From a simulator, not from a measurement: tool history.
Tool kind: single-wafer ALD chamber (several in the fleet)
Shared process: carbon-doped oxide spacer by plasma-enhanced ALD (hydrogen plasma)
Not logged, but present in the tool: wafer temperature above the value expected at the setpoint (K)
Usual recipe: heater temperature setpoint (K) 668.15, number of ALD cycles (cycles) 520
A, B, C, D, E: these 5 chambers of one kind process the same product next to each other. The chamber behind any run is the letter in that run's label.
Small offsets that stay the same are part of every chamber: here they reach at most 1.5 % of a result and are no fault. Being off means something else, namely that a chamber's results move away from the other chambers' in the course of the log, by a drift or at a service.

run,hour,heater temperature setpoint (K),number of ALD cycles (cycles),hours since the last thermocouple change,"read-back reference wafer on the same gauge, thickness_nm",mean film thickness on the monitor wafer (angstrom)
1A,6.6,668.15,520,1294.3,24.28,259.35
2B,13.2,668.15,520,1790.7,24.321,261.66
3D,19.4,668.15,520,537.6,24.265,262.52
4C,26.3,668.15,520,1720,24.279,262.79
5E,32.6,668.15,520,1169,24.292,265.55
6D,37.8,668.15,520,556,24.315,260.69
7C,42.3,668.15,520,1736,24.332,264.2
8E,48.6,668.15,520,1185,24.298,262.62
9A,53.5,668.15,520,1341.2,24.294,258.76
10B,58.1,668.15,520,1835.6,24.332,262.21
11A,64.9,668.15,520,1352.6,24.313,258.8
12B,71.7,668.15,520,1849.2,24.315,262.43
13D,77.9,668.15,520,596.1,24.314,262.77
14E,82.8,673.15,520,1219.2,24.28,259.3
15C,88.2,673.15,520,1781.9,24.31,259.51
16B,92.2,673.15,520,1869.7,24.316,264.76
17A,97.5,673.15,520,1385.2,24.314,257.19
18D,104.3,673.15,520,622.5,24.284,259.4
19E,110,668.15,520,1246.4,24.27,264.72
# hour 115.8: chamber A: thermocouple changed; heater temperature recalibrated
# hour 115.9: chamber B: thermocouple changed; heater temperature recalibrated
20C,116.1,668.15,520,1809.8,24.29,261.36
21A,122.7,668.15,520,6.9,24.294,259.16
22D,129.1,668.15,520,647.3,24.278,259.54
23C,136.2,668.15,520,1829.9,24.293,263.65
24B,143.1,668.15,520,27.3,24.312,260.99
25E,150.3,668.15,520,1286.7,24.308,263.13
26C,156.5,668.15,520,1850.2,24.318,260.85
27A,162.1,679.15,520,46.3,24.314,254.22
28E,166.1,679.15,520,1302.5,24.302,258.55
29B,172.6,679.15,520,56.8,24.287,257.87
30D,176.1,679.15,520,694.3,24.311,253.39

Next, every chamber runs the same settings. What will each give?
31A,181.9,668.15,619,,,?
31B,181.9,668.15,619,,,?
31C,181.9,668.15,619,,,?
31D,181.9,668.15,619,,,?
31E,181.9,668.15,619,,,?

run,mean film thickness on the monitor wafer (angstrom)
31A,306.35
31B,311.59
31C,311.57
31D,311.86
31E,313.04

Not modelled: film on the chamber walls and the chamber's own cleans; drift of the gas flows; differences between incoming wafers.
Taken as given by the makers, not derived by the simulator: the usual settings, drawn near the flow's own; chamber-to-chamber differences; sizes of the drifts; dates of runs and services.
